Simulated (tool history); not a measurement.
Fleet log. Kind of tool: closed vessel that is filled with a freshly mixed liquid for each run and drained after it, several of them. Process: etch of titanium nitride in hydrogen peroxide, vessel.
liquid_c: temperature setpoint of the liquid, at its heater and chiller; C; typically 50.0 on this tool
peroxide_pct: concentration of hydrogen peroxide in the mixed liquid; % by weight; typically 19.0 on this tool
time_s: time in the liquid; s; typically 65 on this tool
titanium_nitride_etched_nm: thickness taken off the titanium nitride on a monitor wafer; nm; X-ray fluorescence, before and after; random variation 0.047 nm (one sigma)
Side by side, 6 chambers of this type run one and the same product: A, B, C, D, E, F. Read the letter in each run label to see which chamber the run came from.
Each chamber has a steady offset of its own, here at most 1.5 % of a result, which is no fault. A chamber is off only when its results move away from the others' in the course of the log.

run	day	liquid_c	peroxide_pct	time_s	read-back film thickness of the titanium nitride reference wafer, read on the same gauge (nm)	titanium_nitride_etched_nm
# day 0.150: chamber B: new drum of peroxide connected
1B	0.221	50.0	19.0	65	130.00	5.1316
2D	0.433	50.0	19.0	65	129.95	5.2392
3A	0.704	50.0	19.0	65	130.02	5.1321
4E	0.983	50.0	19.0	65	130.04	5.0921
5C	1.279	50.0	19.0	65	130.01	5.1194
6F	1.492	46.5	19.0	65	130.00	3.9365
7F	1.721	46.5	19.0	65	129.98	3.9279
8A	1.933	46.5	19.0	65	129.99	3.9849
9C	2.167	46.5	19.0	65	129.98	3.9369
# day 2.204: chamber E: peroxide flow meter replaced
10E	2.342	46.5	19.0	65	130.00	3.9654
11D	2.492	46.5	19.0	65	129.99	4.0131
12B	2.704	50.0	19.0	65	129.96	5.1636
13A	2.992	50.0	19.0	65	130.03	5.1858
14D	3.158	50.0	19.0	65	130.00	5.2552
15B	3.375	50.0	19.0	65	129.99	5.2144
16F	3.671	50.0	19.0	65	130.02	5.2894
17C	3.821	50.0	19.0	65	129.95	5.1096
18E	3.967	50.0	22.5	65	129.97	5.3083
19D	4.142	50.0	22.5	65	130.01	5.4302
20A	4.333	50.0	22.5	65	129.98	5.3492
21C	4.579	50.0	22.5	65	130.01	5.2795
22E	4.746	50.0	22.5	65	130.00	5.3202
23B	4.900	50.0	22.5	65	129.98	5.2197
24F	5.121	50.0	19.0	65	130.00	5.3578
# day 5.246: chamber F: peroxide flow meter replaced
25E	5.404	50.0	19.0	65	129.98	5.1436
26F	5.671	50.0	19.0	65	130.01	5.3403
27B	5.904	50.0	19.0	65	130.02	5.1664
28C	6.188	50.0	19.0	65	129.99	5.0380
29D	6.425	43.5	19.0	90	130.01	4.5083
30A	6.575	43.5	19.0	90	130.01	4.3977
31F	6.704	43.5	19.0	90	130.00	4.6520
32A	6.858	43.5	19.0	90	130.02	4.3913
33C	7.067	43.5	19.0	90	130.00	4.3549
34B	7.338	43.5	19.0	90	130.01	4.3555
35E	7.612	50.0	19.0	65	130.00	5.1091
36D	7.854	50.0	15.0	65	129.99	4.9802
37A	8.121	50.0	15.0	65	129.99	4.8682
38D	8.338	50.0	15.0	65	130.02	4.9535
39C	8.504	50.0	15.0	65	130.04	4.7780
40F	8.708	50.0	15.0	65	129.97	5.3222
41B	8.967	50.0	15.0	65	129.95	4.8798
42E	9.246	50.0	19.0	65	130.01	5.1373
43D	9.533	50.0	19.0	65	130.03	5.2470
44A	9.775	50.0	19.0	65	129.97	5.0682

Next, every chamber runs the same settings. What will each give?
45A	9.988	50.0	19.0	90		?
45B	9.988	50.0	19.0	90		?
45C	9.988	50.0	19.0	90		?
45D	9.988	50.0	19.0	90		?
45E	9.988	50.0	19.0	90		?
45F	9.988	50.0	19.0	90		?

run	titanium_nitride_etched_nm
45A	7.1635
45B	6.9684
45C	6.9585
45D	7.1326
45E	7.1617
45F	7.8951
